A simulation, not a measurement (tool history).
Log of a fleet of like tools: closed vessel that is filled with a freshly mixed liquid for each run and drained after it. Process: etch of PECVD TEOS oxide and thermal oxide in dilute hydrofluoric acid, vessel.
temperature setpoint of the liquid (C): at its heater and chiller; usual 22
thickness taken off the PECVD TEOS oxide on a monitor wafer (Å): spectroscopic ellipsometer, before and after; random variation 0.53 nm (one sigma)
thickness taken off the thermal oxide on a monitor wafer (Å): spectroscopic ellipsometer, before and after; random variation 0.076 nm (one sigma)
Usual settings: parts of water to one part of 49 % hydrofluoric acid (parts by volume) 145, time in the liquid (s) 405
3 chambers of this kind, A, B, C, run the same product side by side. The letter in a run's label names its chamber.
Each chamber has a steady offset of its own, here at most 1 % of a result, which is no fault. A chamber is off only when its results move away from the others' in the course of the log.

| run | hour | temperature setpoint of the liquid (C) | parts of water to one part of 49 % hydrofluoric acid (parts by volume) | time in the liquid (s) | read-back film thickness of the PECVD TEOS oxide reference wafer, read on the same gauge (nm) | read-back film thickness of the thermal oxide reference wafer, read on the same gauge (nm) | thickness taken off the PECVD TEOS oxide on a monitor wafer (Å) | thickness taken off the thermal oxide on a monitor wafer (Å) |
|---|---|---|---|---|---|---|---|---|
| 1C | 9.0 | 22 | 145 | 405 | 40.014 | 100.000 | 535.80 | 114.550 |
| 2A | 16.1 | 22 | 145 | 405 | 40.003 | 100.000 | 533.89 | 114.760 |
| 3B | 22.6 | 22 | 145 | 405 | 40.004 | 100.000 | 536.11 | 114.500 |
| 4C | 29.6 | 22 | 145 | 405 | 40.023 | 99.992 | 529.75 | 115.470 |
| 5A | 38.2 | 22 | 145 | 405 | 39.994 | 99.990 | 529.96 | 115.610 |
| 6B | 43.0 | 22 | 145 | 405 | 40.020 | 100.010 | 540.37 | 114.730 |
| 7A | 51.3 | 22 | 145 | 405 | 39.997 | 100.010 | 541.75 | 115.200 |
|  | 53.0 | chamber C: hydrofluoric acid flow meter replaced |
| 8B | 60.7 | 22 | 145 | 405 | 40.034 | 100.000 | 545.26 | 115.030 |
| 9C | 66.2 | 26 | 145 | 585 | 40.025 | 100.050 | 901.94 | 195.330 |
| 10B | 73.9 | 26 | 145 | 585 | 39.995 | 100.000 | 896.55 | 195.640 |
| 11C | 81.6 | 26 | 145 | 585 | 39.997 | 100.000 | 905.87 | 193.710 |
| 12A | 91.2 | 22 | 145 | 405 | 39.985 | 100.010 | 539.16 | 115.150 |
| 13A | 97.8 | 22 | 145 | 405 | 39.993 | 100.010 | 542.40 | 115.170 |
| 14C | 102.2 | 22 | 145 | 405 | 40.013 | 99.982 | 532.90 | 114.670 |
| 15B | 108.3 | 22 | 145 | 405 | 39.984 | 99.997 | 536.74 | 114.480 |
| 16B | 114.1 | 22 | 145 | 405 | 39.989 | 99.994 | 533.21 | 115.720 |
| 17C | 123.1 | 22 | 145 | 260 | 40.006 | 99.999 | 347.71 | 74.745 |
| 18A | 132.4 | 22 | 145 | 260 | 39.993 | 100.000 | 340.70 | 73.496 |
| 19C | 140.2 | 22 | 145 | 260 | 40.012 | 99.963 | 344.11 | 75.007 |
| 20B | 148.8 | 22 | 145 | 405 | 40.010 | 99.976 | 527.84 | 115.100 |
| 21A | 155.3 | 22 | 145 | 405 | 39.998 | 100.010 | 538.41 | 115.160 |
| 22A | 162.0 | 22 | 145 | 405 | 40.016 | 100.020 | 544.46 | 114.750 |
| 23C | 171.8 | 22 | 105 | 215 | 39.985 | 100.020 | 407.80 | 88.636 |
| 24B | 177.9 | 22 | 105 | 215 | 40.006 | 100.030 | 411.46 | 87.571 |

All 3 chambers run these settings next. Forecast each chamber's results:
| 25A | 184.9 | 22 | 145 | 405 |  |  | ? | ? |
| 25B | 184.9 | 22 | 145 | 405 |  |  | ? | ? |
| 25C | 184.9 | 22 | 145 | 405 |  |  | ? | ? |

| run | thickness taken off the PECVD TEOS oxide on a monitor wafer (Å) | thickness taken off the thermal oxide on a monitor wafer (Å) |
|---|---|---|
| 25A | 533.22 | 114.140 |
| 25B | 532.58 | 114.820 |
| 25C | 529.74 | 114.830 |
